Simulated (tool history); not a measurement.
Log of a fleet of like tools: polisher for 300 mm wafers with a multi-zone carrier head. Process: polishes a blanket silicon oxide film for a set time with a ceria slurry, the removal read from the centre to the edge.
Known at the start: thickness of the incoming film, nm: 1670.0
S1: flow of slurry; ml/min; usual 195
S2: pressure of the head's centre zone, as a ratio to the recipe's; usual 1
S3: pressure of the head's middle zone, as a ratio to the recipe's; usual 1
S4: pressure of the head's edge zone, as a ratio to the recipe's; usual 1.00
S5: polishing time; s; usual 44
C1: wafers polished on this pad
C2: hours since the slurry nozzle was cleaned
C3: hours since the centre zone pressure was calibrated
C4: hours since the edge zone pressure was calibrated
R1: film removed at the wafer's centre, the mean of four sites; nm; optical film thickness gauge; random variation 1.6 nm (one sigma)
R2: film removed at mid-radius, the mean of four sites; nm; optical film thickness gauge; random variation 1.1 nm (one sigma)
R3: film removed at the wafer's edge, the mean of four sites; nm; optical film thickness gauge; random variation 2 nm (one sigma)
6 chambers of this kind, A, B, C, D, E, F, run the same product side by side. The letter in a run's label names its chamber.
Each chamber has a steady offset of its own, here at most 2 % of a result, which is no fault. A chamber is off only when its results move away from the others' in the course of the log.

run   hour   S1  S2  S3    S4  S5    C1     C2     C3     C4       R1      R2       R3
 1A    6.7  195   1   1  1.00  44   530  832.1  539.8  235.6  147.470  148.71  143.730
       7.4  -- chamber A: slurry nozzle cleaned
 2F   12.9  195   1   1  1.00  44   238  194.6  487.6   83.9  148.440  150.70  154.200
 3B   20.6  195   1   1  1.00  44   229  682.4  618.3  106.0  149.220  149.86  148.780
 4D   25.1  195   1   1  1.00  44   584  289.2  308.0  487.7  151.410  148.96  145.010
      27.8  -- chamber E: worn pad replaced by a new one
 5E   31.5  195   1   1  1.00  44    21  402.5  679.8  283.6  147.620  146.02  153.880
 6C   36.4  195   1   1  1.00  44   680   97.0  622.0   86.2  147.500  148.84  151.060
      38.3  -- chamber D: centre zone pressure recalibrated
 7F   45.3  195   1   1  1.00  44   427  227.0  520.0  116.3  149.240  150.87  150.720
 8B   52.1  195   1   1  1.00  44   412  713.9  649.8  137.5  149.870  151.43  150.650
      54.1  -- chamber D: worn pad replaced by a new one
      59.9  -- chamber C: worn pad replaced by a new one
 9A   60.5  195   1   1  1.00  44   843   53.1  593.6  289.4  149.240  147.96  147.920
10D   68.5  195   1   1  1.00  44    84  332.6   30.2  531.1  150.110  151.00  146.820
11E   74.5  195   1   1  1.00  44   271  445.5  722.8  326.6  152.630  147.32  148.850
      75.5  -- chamber E: slurry nozzle cleaned
      80.2  -- chamber B: slurry nozzle cleaned
12C   81.2  195   1   1  1.00  44   124  141.8  666.8  131.0  148.350  149.79  153.080
      86.3  -- chamber A: worn pad replaced by a new one
13C   90.8  195   1   1  1.00  44   180  151.4  676.4  140.6  148.450  148.50  149.500
      96.4  -- chamber C: centre zone pressure recalibrated
14F   96.4  160   1   1  0.95  44   724  278.1  571.1  167.4  144.230  144.17  141.020
15E  102.7  160   1   1  0.95  44   436   27.2  751.0  354.8  146.070  141.54  143.600
16B  110.8  160   1   1  0.95  44   754   30.7  708.5  196.2  141.620  144.77  144.280
     117.7  -- chamber B: worn pad replaced by a new one
17A  117.9  160   1   1  0.95  44   184  110.5  651.0  346.8  140.750  144.30  139.470
18D  127.3  160   1   1  0.95  44   426  391.4   89.0  589.9  148.270  144.93  140.930
19D  134.9  160   1   1  0.95  44   470  399.0   96.6  597.5  147.480  144.40  142.860
     142.7  -- chamber F: worn pad replaced by a new one
20A  144.3  195   1   1  1.00  44   337  136.9  677.4  373.2  151.450  149.23  150.020
     148.8  -- chamber E: centre zone pressure recalibrated
21E  149.2  195   1   1  1.00  44   706   73.7    0.4  401.3  147.090  145.91  148.760
22F  153.7  195   1   1  1.00  44    64  335.4  628.4  224.7  148.930  150.09  154.130
23B  162.3  195   1   1  1.00  44   259   82.2  760.0  247.7  146.100  149.91  150.980
24C  166.5  195   1   1  1.00  44   620  227.1   70.2  216.3  165.230  146.89  149.800
25E  174.4  195   1   1  1.00  44   853   98.9   25.6  426.5  151.950  147.87  155.150
     178.9  -- chamber D: worn pad replaced by a new one
26C  181.8  195   1   1  1.00  44   709  242.4   85.5  231.6  164.610  149.49  152.440
27A  189.6  195   1   1  1.00  44   601  182.2  722.7  418.5  149.930  148.75  147.330
     194.2  -- chamber C: worn pad replaced by a new one
28B  197.0  195   1   1  1.00  44   461  116.9  794.7  282.4  148.800  150.72  149.150
     198.2  -- chamber D: slurry nozzle cleaned
29F  204.3  195   1   1  1.00  44   359  386.0  679.0  275.3  151.380  149.42  149.610
30D  212.3  195   1   1  1.00  44   194   14.2  174.0  674.9  150.170  149.75  151.450
31D  221.6  195   1   1  1.00  44   248   23.5  183.3  684.2  151.280  149.97  148.070
32C  228.8  195   1   1  1.00  44   201  289.4  132.5  278.6  171.240  149.18  149.040
33B  238.1  195   1   1  1.00  44   700  158.0  835.8  323.5  148.540  152.24  153.720
     245.3  -- chamber C: slurry nozzle cleaned
34A  245.7  195   1   1  1.00  44   927  238.3  778.8  474.6  146.700  149.84  146.800
35F  250.5  195   1   1  1.00  44   627  432.2  725.2  321.5  147.630  150.12  147.820
36E  257.4  195   1   1  1.00  44  1336  181.9  108.6  509.5  145.400  147.42  150.180
37C  266.8  195   1   1  1.00  44   422   21.6  170.5  316.6  164.390  150.56  152.190
38D  272.6  195   1   1  1.00  44   545   74.5  234.3  735.2  149.850  149.41  149.810

Is one chamber off against the others, does the gauge drift, or is nothing wrong? If a chamber is off, say which, and what the likeliest cause is.

A service left chamber C off against the others.
Cause: centre zone's pressure above its setpoint, % = 11.7.

Here are 4 candidates for chamber C's next run, each the usual settings with a change, their results left as question marks. Which one brings its results back in line with what the others give on the usual settings?
In line means no further than this from the other chambers' mean on the usual settings: R1 5.500 nm; R2 3.80 nm; R3 7.100 nm
39C-1  279.5  205  1.14  0.96  0.96  46                   ?   ?   ?
39C-2  279.5  200  1.08  0.98  0.98  45                   ?   ?   ?
39C-3  279.5  185  0.86  1.04  1.04  43                   ?   ?   ?
39C-4  279.5  190  0.92  1.02  1.02  43                   ?   ?   ?

The other chambers' mean on the usual settings: R1 149.470 nm; R2 148.86 nm; R3 149.110 nm
  run       R1      R2       R3
39C-1  202.640  151.65  155.270
39C-2  186.470  150.65  153.090
39C-3  137.840  150.32  149.530
39C-4  148.890  148.26  148.480
39C-4 brings the chamber back in line.

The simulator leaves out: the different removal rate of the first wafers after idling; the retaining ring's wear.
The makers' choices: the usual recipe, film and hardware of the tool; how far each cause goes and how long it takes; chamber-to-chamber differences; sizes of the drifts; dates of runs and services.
